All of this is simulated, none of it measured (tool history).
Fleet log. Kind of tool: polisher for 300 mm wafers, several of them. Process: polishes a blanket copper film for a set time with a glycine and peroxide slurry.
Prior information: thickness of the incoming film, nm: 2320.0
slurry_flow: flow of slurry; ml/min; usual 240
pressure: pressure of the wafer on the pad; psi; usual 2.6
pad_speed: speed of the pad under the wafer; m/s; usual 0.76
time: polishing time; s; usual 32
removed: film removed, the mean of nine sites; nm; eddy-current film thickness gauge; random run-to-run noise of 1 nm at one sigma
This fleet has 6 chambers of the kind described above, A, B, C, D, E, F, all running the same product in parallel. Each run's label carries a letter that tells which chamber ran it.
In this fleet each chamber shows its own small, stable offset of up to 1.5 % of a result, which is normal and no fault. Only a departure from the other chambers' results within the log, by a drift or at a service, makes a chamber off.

run,hour,slurry_flow,pressure,pad_speed,time,wafers polished on this pad,hours since the slurry nozzle was cleaned,hours since the head pressure was calibrated,removed
# hour 11.7: chamber C: worn pad replaced by a new one
1B,14.5,240,2.6,0.76,32,898,197.9,347.3,148.33
# hour 18.8: chamber B: worn pad replaced by a new one
2A,24.8,240,2.6,0.76,32,734,131.2,330.5,151.38
3E,34.3,240,2.6,0.76,32,926,70.1,617.5,149.31
# hour 39.2: chamber B: slurry nozzle cleaned
# hour 45: chamber A: worn pad replaced by a new one
4F,48.1,240,2.6,0.76,32,685,70.2,540.8,149.46
# hour 55: chamber D: worn pad replaced by a new one
# hour 57.6: chamber E: worn pad replaced by a new one
5C,58.1,240,2.6,0.76,32,534,99.9,434.7,149.72
# hour 67.6: chamber F: worn pad replaced by a new one
6D,68.1,240,2.6,0.76,32,151,97.3,1050.2,150.5
7E,82.8,240,2.6,0.76,32,290,118.6,666,148.83
8C,94.4,240,2.6,0.76,32,952,136.2,471,148.99
# hour 104.8: chamber C: worn pad replaced by a new one
9B,108.7,240,2.6,0.76,32,1035,69.5,441.5,149.68
# hour 111.1: chamber B: worn pad replaced by a new one
10F,122.9,240,2.6,0.76,32,637,145,615.6,152.5
# hour 128.8: chamber A: worn pad replaced by a new one
11D,137.2,240,2.6,0.76,32,947,166.4,1119.3,150.6
# hour 144.1: chamber E: worn pad replaced by a new one
# hour 146.8: chamber F: worn pad replaced by a new one
12A,152.5,240,2.6,0.76,32,273,258.9,458.2,149.37
# hour 152.8: chamber D: worn pad replaced by a new one
13D,165,240,2.6,0.76,32,140,194.2,1147.1,149.11
# hour 168.7: chamber C: head pressure recalibrated
14E,178.5,240,2.6,0.76,32,396,214.3,761.7,151.21
# hour 183.7: chamber C: worn pad replaced by a new one
15B,191.5,240,2.6,0.76,32,926,152.3,524.3,149.31
# hour 197: chamber B: worn pad replaced by a new one
16A,201.4,315,1.8,0.76,32,836,307.8,507.1,117.27
17C,217.1,315,1.8,0.76,32,385,258.9,48.4,118.14
18F,224.5,315,1.8,0.76,32,895,246.6,717.2,118.7
# hour 229.4: chamber F: slurry nozzle cleaned
# hour 231.2: chamber A: worn pad replaced by a new one
19F,233.3,315,1.8,0.76,32,996,3.9,726,119.14
# hour 235.6: chamber E: worn pad replaced by a new one
20B,244.3,315,1.8,0.76,32,545,205.1,577.1,118.76
# hour 253: chamber F: worn pad replaced by a new one
21C,254.3,315,1.8,0.76,32,813,296.1,85.6,118.33
# hour 258.3: chamber D: worn pad replaced by a new one
22A,264.9,240,2.6,0.76,32,388,371.3,570.6,150.66
# hour 274.2: chamber C: worn pad replaced by a new one
23D,278,240,2.6,0.76,32,227,307.2,1260.1,148.79
24E,286.4,240,2.6,0.76,32,585,322.2,869.6,148.04
# hour 288.7: chamber B: slurry nozzle cleaned
# hour 289.7: chamber B: worn pad replaced by a new one
25C,294.9,240,2.6,0.76,32,239,336.7,126.2,149.69
# hour 300.7: chamber A: slurry nozzle cleaned
26E,308.7,240,2.6,0.76,32,842,344.5,891.9,147.85
# hour 315: chamber A: worn pad replaced by a new one
27A,318,240,2.6,0.76,32,35,17.3,623.7,148.31
28F,327,240,2.6,0.76,32,853,97.6,819.7,151.49
# hour 336.3: chamber E: worn pad replaced by a new one
29B,338.6,240,2.6,0.76,32,563,50,671.4,151.89
30D,349.6,240,2.6,0.76,32,1052,378.8,1331.7,151.61
# hour 353.1: chamber D: worn pad replaced by a new one
# hour 353.9: chamber F: worn pad replaced by a new one
# hour 357.7: chamber C: worn pad replaced by a new one
31F,359.8,175,2.6,0.9,32,68,130.4,852.5,164.65
32C,373.9,175,2.6,0.9,32,186,415.7,205.2,165.79
33D,382.8,175,2.6,0.9,32,342,412,1364.9,164.51
# hour 390.1: chamber B: worn pad replaced by a new one
34A,392.5,175,2.6,0.9,32,893,91.8,698.2,163.9
35B,407.2,175,2.6,0.9,32,197,118.6,740,170.19
36E,416.4,175,2.6,0.9,32,922,452.2,999.6,163.63
37F,425.4,180,2.6,0.76,28,824,196,918.1,126.54
# hour 431.9: chamber E: worn pad replaced by a new one
38D,436.5,180,2.6,0.76,28,960,465.7,1418.6,126.6
39E,449.6,180,2.6,0.76,28,204,485.4,1032.8,125.33
40B,463.6,180,2.6,0.76,28,847,175,796.4,130.09

All chambers now run identical settings, listed one chamber a line with results as question marks. What results will each chamber show?
41A,475,240,2.6,0.76,36,,,,?
41B,475,240,2.6,0.76,36,,,,?
41C,475,240,2.6,0.76,36,,,,?
41D,475,240,2.6,0.76,36,,,,?
41E,475,240,2.6,0.76,36,,,,?
41F,475,240,2.6,0.76,36,,,,?

run,removed
41A,170.02
41B,174.67
41C,168.29
41D,169.22
41E,167.94
41F,168.56
